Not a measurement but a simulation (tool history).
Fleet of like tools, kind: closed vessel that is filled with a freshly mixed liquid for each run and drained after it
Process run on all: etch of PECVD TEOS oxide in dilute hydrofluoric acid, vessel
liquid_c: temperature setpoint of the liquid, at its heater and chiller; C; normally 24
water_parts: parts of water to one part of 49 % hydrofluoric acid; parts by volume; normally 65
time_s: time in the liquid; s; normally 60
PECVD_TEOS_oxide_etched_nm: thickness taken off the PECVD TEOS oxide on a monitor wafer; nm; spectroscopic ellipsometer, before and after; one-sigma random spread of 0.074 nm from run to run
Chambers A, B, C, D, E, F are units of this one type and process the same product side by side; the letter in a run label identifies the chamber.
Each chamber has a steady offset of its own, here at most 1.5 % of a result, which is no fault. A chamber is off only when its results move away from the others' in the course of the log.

run   hour  liquid_c  water_parts  time_s  read-back film thickness of the PECVD TEOS oxide reference wafer, read on the same gauge (nm)  PECVD_TEOS_oxide_etched_nm
       5.7  -- chamber C: thermometer replaced
 1D    7.7        24           65      60                                                                                         140.03                      9.3886
 2C   15.3        24           65      60                                                                                         139.95                      9.4229
 3E   22.1        24           65      60                                                                                         139.98                      9.4831
 4F   29.5        24           65      60                                                                                            140                      9.4306
 5B     36        24           65      60                                                                                         140.04                      9.4361
 6A   42.2        24           65      60                                                                                         140.02                      9.4721
 7E   49.1        24           65      30                                                                                         139.97                      4.7044
 8C   55.1        24           65      30                                                                                            140                      4.7032
 9A   61.6        24           65      30                                                                                         139.98                      4.7731
10B   68.1        24           65      30                                                                                            140                      4.6114
11D   71.9        24           65      30                                                                                         139.98                      4.6755
12F   76.3        24           65      30                                                                                         140.01                      4.7115
13F   82.7        24           65      60                                                                                            140                      9.4636
14B   89.1        24           65      60                                                                                         139.97                      9.3116
15E   95.9        24           65      60                                                                                         140.01                       9.399
16D  101.9        24           65      60                                                                                         140.01                       9.324
17A  110.4        24           65      60                                                                                            140                      9.4527
18C  117.6        24           85      60                                                                                         140.02                      6.9189
19E  121.9        24           85      60                                                                                         139.97                      6.9555
20B  127.2        24           85      60                                                                                            140                      6.9643
21A  133.4        24           85      60                                                                                         140.04                      7.0908
22C  141.1        24           85      60                                                                                         139.97                      6.9801
23F  147.7        24           85      60                                                                                         140.05                      6.9366
24D  156.3        24           65      60                                                                                            140                      9.3844
25F  164.2        24           65      60                                                                                         139.99                      9.3647
26B  172.9        24           65      60                                                                                         139.98                      9.1852
27C  179.6        24           65      60                                                                                         140.01                      9.2062
28E  187.2        24           65      60                                                                                         139.99                      9.5367
29D  192.2        24           65      60                                                                                            140                      9.4995
30A  199.7        24           65      60                                                                                         139.98                      9.3766
31C  208.2        24           65      60                                                                                            140                      9.2892
32B  214.4        24           65      60                                                                                         139.99                      8.8771
33F  219.3        24           65      60                                                                                            140                      9.3032
34A  225.8        24           65      60                                                                                            140                      9.3555
35E  231.2        24           65      60                                                                                         140.01                      9.4251
36D  239.9        24           65      60                                                                                         139.99                       9.474
37F    245        24           65      60                                                                                         139.97                      9.3034
38C  249.9        24           65      60                                                                                         139.99                      9.2912
39D  254.7      27.5           65      60                                                                                         139.98                      10.777
40A    262      27.5           65      60                                                                                            140                       10.74
41B  267.8      27.5           65      60                                                                                         140.03                      10.186
42E  272.7      27.5           65      60                                                                                         140.02                      10.791
43F  277.8      27.5           65      60                                                                                         140.03                      10.721
44D  285.6      27.5           65      60                                                                                            140                      10.707

Decide between three cases: one chamber stands off from its peers, the gauge reading all wafers drifts, or nothing is wrong past each chamber's small offset. Where a chamber is off, say which and what most likely put it there.

It is chamber B that slowly wanders off from its peers.
Likeliest cause: liquid colder than its thermometer reads (K) = 1.76.
With only this log, it may be confused with: hydrofluoric acid flow below the setpoint (%).

Below are 4 candidate recipes for chamber B's next run, each the usual settings with a change, their results shown as question marks. Which of them brings B's results back in line with what the other chambers give on the usual settings?
In line here means within this much of the mean the other chambers give on the usual settings: PECVD_TEOS_oxide_etched_nm 0.26 nm
45B-1  291.9        28           65      60                                                                                                                          ?
45B-2  291.9        24           65      65                                                                                                                          ?
45B-3  291.9        24           70      55                                                                                                                          ?
45B-4  291.9        24           70      60                                                                                                                          ?

On the usual settings, the other chambers give on average: PECVD_TEOS_oxide_etched_nm 9.3917 nm
  run  PECVD_TEOS_oxide_etched_nm
45B-1                      10.243
45B-2                      9.4259
45B-3                      7.3551
45B-4                      8.0237
With 45B-2, the chamber falls back in line with the rest.
